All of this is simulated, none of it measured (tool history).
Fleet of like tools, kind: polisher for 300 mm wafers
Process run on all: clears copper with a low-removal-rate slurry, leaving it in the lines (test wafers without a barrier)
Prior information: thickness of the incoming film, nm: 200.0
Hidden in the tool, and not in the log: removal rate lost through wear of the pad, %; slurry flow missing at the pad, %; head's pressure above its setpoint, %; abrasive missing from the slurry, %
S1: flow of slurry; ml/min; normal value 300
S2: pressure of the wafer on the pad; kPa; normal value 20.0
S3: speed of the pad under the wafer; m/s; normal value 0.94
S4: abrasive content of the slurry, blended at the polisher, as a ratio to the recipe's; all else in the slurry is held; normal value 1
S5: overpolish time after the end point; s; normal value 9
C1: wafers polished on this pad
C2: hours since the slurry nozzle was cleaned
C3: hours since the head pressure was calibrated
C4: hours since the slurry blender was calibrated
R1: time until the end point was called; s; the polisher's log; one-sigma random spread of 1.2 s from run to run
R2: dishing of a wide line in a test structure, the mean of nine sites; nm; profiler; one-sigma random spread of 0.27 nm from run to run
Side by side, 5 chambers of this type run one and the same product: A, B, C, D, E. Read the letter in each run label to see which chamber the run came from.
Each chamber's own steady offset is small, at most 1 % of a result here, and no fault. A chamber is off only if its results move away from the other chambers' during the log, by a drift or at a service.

run	day	S1	S2	S3	S4	S5	C1	C2	C3	C4	R1	R2
# day 0.046: chamber B: worn pad replaced by a new one
1D	0.350	300	20.0	0.94	1	9	403	86.5	617.9	61.6	86.123	15.1060
2C	0.671	300	20.0	0.94	1	9	922	276.9	298.9	199.2	88.009	14.9190
3A	1.029	300	20.0	0.94	1	9	1459	280.3	445.0	43.8	87.026	14.9770
4E	1.229	300	20.0	0.94	1	9	649	445.1	1213.1	281.3	87.584	14.9470
5B	1.579	300	20.0	0.94	1	9	266	660.6	165.9	101.4	86.631	14.9380
# day 1.633: chamber E: worn pad replaced by a new one
# day 1.729: chamber E: slurry blender recalibrated
6E	1.888	300	20.0	0.94	1	9	44	460.9	1228.9	3.8	88.527	15.3030
# day 2.171: chamber C: slurry blender recalibrated
# day 2.242: chamber A: worn pad replaced by a new one
7C	2.262	300	20.0	0.94	1	9	1198	315.1	337.1	2.2	86.896	14.7000
8D	2.496	300	20.0	0.94	1	9	775	138.0	669.4	113.1	88.378	15.1890
# day 2.554: chamber D: head pressure recalibrated
# day 2.854: chamber C: worn pad replaced by a new one
9A	2.879	300	20.0	0.94	1	9	110	324.7	489.4	88.2	87.706	15.1880
10B	3.196	245	13.8	0.94	1	9	546	699.4	204.7	140.2	130.370	10.1540
11A	3.471	245	13.8	0.94	1	9	213	338.9	503.6	102.4	126.460	10.4420
12D	3.808	245	13.8	0.94	1	9	1002	169.5	30.1	144.6	131.790	10.5210
# day 3.908: chamber B: worn pad replaced by a new one
# day 4.000: chamber D: worn pad replaced by a new one
13C	4.050	245	13.8	0.94	1	9	207	358.0	380.0	45.1	129.340	10.4510
# day 4.492: chamber D: slurry blender recalibrated
14E	4.504	245	13.8	0.94	1	9	497	523.7	1291.7	66.6	129.370	10.3990
15B	4.758	300	20.0	0.94	1	9	147	736.9	242.2	177.7	86.486	14.8520
# day 4.900: chamber E: head pressure recalibrated
16B	5.021	300	20.0	0.94	1	9	193	743.2	248.5	184.0	88.420	14.9420
# day 5.375: chamber B: slurry nozzle cleaned
17D	5.404	300	20.0	0.94	1	9	243	207.8	68.4	21.9	87.149	14.9520
# day 5.483: chamber E: slurry nozzle cleaned
18E	5.646	300	20.0	0.94	1	9	695	3.9	17.9	94.0	90.088	14.8310
19A	5.846	300	17.9	1.14	1	9	625	395.9	560.6	159.4	81.152	16.0770
20C	6.238	300	17.9	1.14	1	9	586	410.5	432.5	97.6	80.384	16.0890
# day 6.254: chamber E: worn pad replaced by a new one
21E	6.462	300	17.9	1.14	1	9	36	23.5	37.5	113.6	82.133	16.1380
22C	6.850	300	17.9	1.14	1	9	692	425.2	447.2	112.3	81.308	16.0560
23D	7.204	300	17.9	1.14	1	9	555	251.0	111.6	65.1	79.214	16.1910
24B	7.596	300	15.9	0.66	1	9	639	53.3	310.3	245.8	162.730	8.4178
25A	7.888	300	15.9	0.66	1	9	979	444.9	609.6	208.4	152.320	8.6381
26D	8.271	300	15.9	0.66	1	9	740	276.6	137.2	90.7	159.470	8.6508
# day 8.275: chamber B: worn pad replaced by a new one
# day 8.433: chamber B: head pressure recalibrated
27E	8.542	300	15.9	0.66	1	9	397	73.4	87.4	163.5	153.370	8.8509
# day 8.842: chamber D: slurry nozzle cleaned
28C	8.900	300	15.9	0.66	1	9	1048	474.4	496.4	161.5	157.100	8.5765
29A	9.121	300	20.0	0.94	1	9	1192	474.5	639.2	238.0	87.524	14.6330
30B	9.542	300	20.0	0.94	1	9	220	100.0	26.6	292.5	94.752	14.3510
31A	9.842	300	20.0	0.94	1	9	1317	491.8	656.5	255.3	89.283	14.6540
32E	10.279	300	20.0	0.94	1	9	698	115.1	129.1	205.2	90.677	14.7520
33B	10.708	300	20.0	0.94	1	9	422	128.0	54.6	320.5	92.110	13.7850
34D	11.046	300	20.0	0.94	1	9	1221	53.0	203.8	157.3	86.680	14.6890

Each of the 5 chambers runs these same settings next. Fill in every chamber's results:
35A	11.371	300	20.0	0.94	1	9					?	?
35B	11.371	300	20.0	0.94	1	9					?	?
35C	11.371	300	20.0	0.94	1	9					?	?
35D	11.371	300	20.0	0.94	1	9					?	?
35E	11.371	300	20.0	0.94	1	9					?	?

run	R1	R2
35A	88.527	14.9880
35B	94.077	13.7020
35C	88.377	14.6720
35D	88.225	14.9810
35E	88.443	15.6300
